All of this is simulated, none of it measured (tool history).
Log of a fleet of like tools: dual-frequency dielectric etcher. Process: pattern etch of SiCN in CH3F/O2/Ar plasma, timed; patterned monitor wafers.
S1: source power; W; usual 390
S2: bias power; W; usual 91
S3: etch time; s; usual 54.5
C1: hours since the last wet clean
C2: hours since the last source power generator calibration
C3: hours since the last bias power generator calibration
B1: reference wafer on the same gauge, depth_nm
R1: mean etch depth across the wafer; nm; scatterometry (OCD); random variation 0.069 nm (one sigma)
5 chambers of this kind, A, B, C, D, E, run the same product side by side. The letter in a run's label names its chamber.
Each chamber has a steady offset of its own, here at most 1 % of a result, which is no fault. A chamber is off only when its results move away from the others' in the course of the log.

{"hour": 5.9, "done": "chamber B: source power generator calibrated"}
{"run": "1B", "hour": 6.9, "S1": 390, "S2": 91, "S3": 54.5, "C1": 120.3, "C2": 1.0, "C3": 2211.8, "B1": 21.298, "R1": 21.998}
{"run": "2A", "hour": 12.2, "S1": 390, "S2": 91, "S3": 54.5, "C1": 220.3, "C2": 1863.1, "C3": 3880.1, "B1": 21.314, "R1": 21.947}
{"run": "3D", "hour": 17.6, "S1": 390, "S2": 91, "S3": 54.5, "C1": 152.1, "C2": 136.6, "C3": 1823.8, "B1": 21.313, "R1": 21.962}
{"run": "4C", "hour": 23.1, "S1": 390, "S2": 91, "S3": 54.5, "C1": 189.0, "C2": 1389.6, "C3": 1302.7, "B1": 21.301, "R1": 21.987}
{"run": "5E", "hour": 30.1, "S1": 390, "S2": 91, "S3": 54.5, "C1": 254.1, "C2": 2287.4, "C3": 3449.3, "B1": 21.285, "R1": 21.985}
{"run": "6C", "hour": 34.7, "S1": 390, "S2": 91, "S3": 69.5, "C1": 200.6, "C2": 1401.2, "C3": 1314.3, "B1": 21.318, "R1": 27.863}
{"run": "7E", "hour": 39.4, "S1": 390, "S2": 91, "S3": 69.5, "C1": 263.4, "C2": 2296.7, "C3": 3458.6, "B1": 21.319, "R1": 28.256}
{"run": "8A", "hour": 47.6, "S1": 390, "S2": 91, "S3": 69.5, "C1": 255.7, "C2": 1898.5, "C3": 3915.5, "B1": 21.297, "R1": 27.937}
{"run": "9B", "hour": 53.9, "S1": 390, "S2": 91, "S3": 69.5, "C1": 167.3, "C2": 48.0, "C3": 2258.8, "B1": 21.309, "R1": 28.137}
{"run": "10D", "hour": 58.4, "S1": 390, "S2": 91, "S3": 69.5, "C1": 192.9, "C2": 177.4, "C3": 1864.6, "B1": 21.286, "R1": 27.899}
{"run": "11C", "hour": 63.2, "S1": 390, "S2": 91, "S3": 54.5, "C1": 229.1, "C2": 1429.7, "C3": 1342.8, "B1": 21.316, "R1": 22.046}
{"run": "12B", "hour": 67.6, "S1": 390, "S2": 91, "S3": 54.5, "C1": 181.0, "C2": 61.7, "C3": 2272.5, "B1": 21.316, "R1": 21.953}
{"run": "13D", "hour": 74.1, "S1": 390, "S2": 91, "S3": 54.5, "C1": 208.6, "C2": 193.1, "C3": 1880.3, "B1": 21.327, "R1": 21.978}
{"run": "14A", "hour": 81.0, "S1": 300, "S2": 91, "S3": 46.0, "C1": 289.1, "C2": 1931.9, "C3": 3948.9, "B1": 21.291, "R1": 16.762}
{"run": "15E", "hour": 86.3, "S1": 300, "S2": 91, "S3": 46.0, "C1": 310.3, "C2": 2343.6, "C3": 3505.5, "B1": 21.293, "R1": 16.904}
{"run": "16B", "hour": 94.7, "S1": 300, "S2": 91, "S3": 46.0, "C1": 208.1, "C2": 88.8, "C3": 2299.6, "B1": 21.311, "R1": 16.928}
{"run": "17C", "hour": 102.1, "S1": 300, "S2": 91, "S3": 46.0, "C1": 268.0, "C2": 1468.6, "C3": 1381.7, "B1": 21.296, "R1": 16.631}
{"run": "18A", "hour": 108.8, "S1": 300, "S2": 91, "S3": 46.0, "C1": 316.9, "C2": 1959.7, "C3": 3976.7, "B1": 21.32, "R1": 16.772}
{"run": "19E", "hour": 115.4, "S1": 330, "S2": 98, "S3": 54.5, "C1": 339.4, "C2": 2372.7, "C3": 3534.6, "B1": 21.308, "R1": 21.365}
{"run": "20D", "hour": 119.6, "S1": 330, "S2": 98, "S3": 54.5, "C1": 254.1, "C2": 238.6, "C3": 1925.8, "B1": 21.29, "R1": 21.328}
{"run": "21E", "hour": 124.2, "S1": 330, "S2": 98, "S3": 54.5, "C1": 348.2, "C2": 2381.5, "C3": 3543.4, "B1": 21.294, "R1": 21.277}
{"run": "22C", "hour": 129.7, "S1": 330, "S2": 98, "S3": 54.5, "C1": 295.6, "C2": 1496.2, "C3": 1409.3, "B1": 21.297, "R1": 21.127}
{"run": "23A", "hour": 133.9, "S1": 330, "S2": 98, "S3": 54.5, "C1": 342.0, "C2": 1984.8, "C3": 4001.8, "B1": 21.312, "R1": 21.303}
{"run": "24D", "hour": 138.8, "S1": 390, "S2": 91, "S3": 54.5, "C1": 273.3, "C2": 257.8, "C3": 1945.0, "B1": 21.309, "R1": 22.146}
{"run": "25B", "hour": 147.0, "S1": 390, "S2": 91, "S3": 54.5, "C1": 260.4, "C2": 141.1, "C3": 2351.9, "B1": 21.312, "R1": 22.018}
{"run": "26D", "hour": 152.2, "S1": 390, "S2": 91, "S3": 54.5, "C1": 286.7, "C2": 271.2, "C3": 1958.4, "B1": 21.278, "R1": 22.086}
{"run": "27C", "hour": 156.8, "S1": 390, "S2": 91, "S3": 54.5, "C1": 322.7, "C2": 1523.3, "C3": 1436.4, "B1": 21.29, "R1": 21.698}
{"run": "28A", "hour": 161.1, "S1": 390, "S2": 91, "S3": 54.5, "C1": 369.2, "C2": 2012.0, "C3": 4029.0, "B1": 21.294, "R1": 21.787}
{"run": "29B", "hour": 166.1, "S1": 390, "S2": 91, "S3": 54.5, "C1": 279.5, "C2": 160.2, "C3": 2371.0, "B1": 21.308, "R1": 21.96}
{"run": "30E", "hour": 174.3, "S1": 390, "S2": 91, "S3": 54.5, "C1": 398.3, "C2": 2431.6, "C3": 3593.5, "B1": 21.288, "R1": 22.058}
{"run": "31D", "hour": 181.9, "S1": 330, "S2": 91, "S3": 54.5, "C1": 316.4, "C2": 300.9, "C3": 1988.1, "B1": 21.313, "R1": 20.615}
{"run": "32E", "hour": 186.6, "S1": 330, "S2": 91, "S3": 54.5, "C1": 410.6, "C2": 2443.9, "C3": 3605.8, "B1": 21.289, "R1": 20.816}
{"run": "33C", "hour": 192.7, "S1": 330, "S2": 91, "S3": 54.5, "C1": 358.6, "C2": 1559.2, "C3": 1472.3, "B1": 21.318, "R1": 20.39}
{"run": "34B", "hour": 200.8, "S1": 330, "S2": 91, "S3": 54.5, "C1": 314.2, "C2": 194.9, "C3": 2405.7, "B1": 21.302, "R1": 20.625}
{"run": "35A", "hour": 207.5, "S1": 330, "S2": 91, "S3": 54.5, "C1": 415.6, "C2": 2058.4, "C3": 4075.4, "B1": 21.314, "R1": 20.611}
{"run": "36D", "hour": 211.3, "S1": 390, "S2": 91, "S3": 54.5, "C1": 345.8, "C2": 330.3, "C3": 2017.5, "B1": 21.296, "R1": 22.004}
{"run": "37E", "hour": 219.4, "S1": 390, "S2": 91, "S3": 54.5, "C1": 443.4, "C2": 2476.7, "C3": 3638.6, "B1": 21.296, "R1": 22.005}
{"run": "38C", "hour": 223.8, "S1": 390, "S2": 91, "S3": 54.5, "C1": 389.7, "C2": 1590.3, "C3": 1503.4, "B1": 21.321, "R1": 21.552}
{"run": "39B", "hour": 229.8, "S1": 390, "S2": 91, "S3": 54.5, "C1": 343.2, "C2": 223.9, "C3": 2434.7, "B1": 21.309, "R1": 21.796}
{"run": "40A", "hour": 237.6, "S1": 390, "S2": 91, "S3": 54.5, "C1": 445.7, "C2": 2088.5, "C3": 4105.5, "B1": 21.298, "R1": 21.867}

All 5 chambers run these settings next. Forecast each chamber's results:
{"run": "41A", "hour": 243.8, "S1": 390, "S2": 91, "S3": 54.5, "R1": "?"}
{"run": "41B", "hour": 243.8, "S1": 390, "S2": 91, "S3": 54.5, "R1": "?"}
{"run": "41C", "hour": 243.8, "S1": 390, "S2": 91, "S3": 54.5, "R1": "?"}
{"run": "41D", "hour": 243.8, "S1": 390, "S2": 91, "S3": 54.5, "R1": "?"}
{"run": "41E", "hour": 243.8, "S1": 390, "S2": 91, "S3": 54.5, "R1": "?"}

run=41A R1=21.925
run=41B R1=21.912
run=41C R1=21.430
run=41D R1=22.137
run=41E R1=21.948

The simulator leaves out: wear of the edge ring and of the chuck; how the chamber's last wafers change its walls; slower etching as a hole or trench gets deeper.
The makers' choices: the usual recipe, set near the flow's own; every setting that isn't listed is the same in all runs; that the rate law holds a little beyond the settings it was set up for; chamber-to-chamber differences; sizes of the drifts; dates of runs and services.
